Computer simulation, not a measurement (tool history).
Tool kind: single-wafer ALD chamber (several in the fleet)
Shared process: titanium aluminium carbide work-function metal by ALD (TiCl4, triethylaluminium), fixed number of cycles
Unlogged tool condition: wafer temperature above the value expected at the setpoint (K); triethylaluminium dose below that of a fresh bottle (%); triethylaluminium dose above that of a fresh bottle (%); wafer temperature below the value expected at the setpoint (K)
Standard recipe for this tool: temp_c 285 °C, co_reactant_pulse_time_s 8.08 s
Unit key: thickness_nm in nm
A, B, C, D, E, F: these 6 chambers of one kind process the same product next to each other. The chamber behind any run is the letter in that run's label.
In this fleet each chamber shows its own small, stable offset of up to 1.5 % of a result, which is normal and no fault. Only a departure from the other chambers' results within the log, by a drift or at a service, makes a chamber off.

run,hour,temp_c,co_reactant_pulse_time_s,hours since the last thermocouple change,hours since the last triethylaluminium bottle change,"read-back reference wafer on the same gauge, thickness_nm",thickness_nm
# hour 0.7: chamber E: triethylaluminium bottle replaced
1C,6.3,285,8.08,2729.2,1356.2,1.6808,1.8111
2B,12.2,285,8.08,1556.2,260.1,1.6807,1.8163
3F,16.8,285,8.08,284.5,47.1,1.6803,1.7859
# hour 20.7: chamber A: thermocouple changed; heater temperature recalibrated
4D,22.1,285,8.08,1290.4,284.6,1.6793,1.8051
5A,25.1,285,8.08,4.5,56.6,1.6813,1.8177
6E,29.6,285,8.08,120.6,28.9,1.6801,1.8086
7A,35.2,285,5.35,14.6,66.7,1.6815,1.6271
# hour 38.5: chamber C: thermocouple changed; heater temperature recalibrated
8F,41.3,285,5.35,309,71.6,1.6804,1.6033
9E,46.9,285,5.35,137.9,46.2,1.68,1.6218
10D,52.8,285,5.35,1321.1,315.3,1.6809,1.6238
11C,58.1,285,5.35,19.7,1408,1.6807,1.6247
12B,62,285,5.35,1606,309.9,1.681,1.6438
13C,66.1,285,8.08,27.7,1416,1.6803,1.8077
14B,70.1,285,8.08,1614.1,318,1.6787,1.8288
15A,73,285,8.08,52.4,104.5,1.6797,1.8216
16D,78.1,285,8.08,1346.4,340.6,1.6797,1.8061
17F,82.2,285,8.08,349.9,112.5,1.6791,1.7873
18E,88.8,285,8.08,179.8,88.1,1.6796,1.81
19E,93.9,285,8.08,184.9,93.2,1.6802,1.8148
20A,97.8,285,10.2,77.2,129.3,1.6808,1.8852
21B,103,285,10.2,1647,350.9,1.6805,1.8864
22F,107.2,285,10.2,374.9,137.5,1.6794,1.8596
23C,110.9,285,10.2,72.5,1460.8,1.68,1.8696
24D,116.2,285,10.2,1384.5,378.7,1.6803,1.8658
25C,121.4,285,10.2,83,1471.3,1.6796,1.8735
26A,125.2,285,8.08,104.6,156.7,1.6796,1.8118
27B,129.4,296,7.07,1673.4,377.3,1.6789,1.8648
28E,133.1,296,7.07,224.1,132.4,1.6806,1.8494
29D,136,296,7.07,1404.3,398.5,1.6794,1.8467
30F,139.2,296,7.07,406.9,169.5,1.6794,1.8266
31B,145,296,7.07,1689,392.9,1.6799,1.8606
32E,148.5,296,7.07,239.5,147.8,1.6797,1.8541
33A,151.7,274,10.3,131.1,183.2,1.6798,1.7874
34F,158.1,274,10.3,425.8,188.4,1.6804,1.7524
35C,162.2,274,10.3,123.8,1512.1,1.6782,1.7759
36D,166.1,274,10.3,1434.4,428.6,1.6802,1.7745

For the next run the whole fleet of 6 chambers uses the same settings. Give each chamber's results:
37A,170.9,285,8.08,,,,?
37B,170.9,285,8.08,,,,?
37C,170.9,285,8.08,,,,?
37D,170.9,285,8.08,,,,?
37E,170.9,285,8.08,,,,?
37F,170.9,285,8.08,,,,?

run,thickness_nm
37A,1.8092
37B,1.825
37C,1.806
37D,1.8037
37E,1.8123
37F,1.7818

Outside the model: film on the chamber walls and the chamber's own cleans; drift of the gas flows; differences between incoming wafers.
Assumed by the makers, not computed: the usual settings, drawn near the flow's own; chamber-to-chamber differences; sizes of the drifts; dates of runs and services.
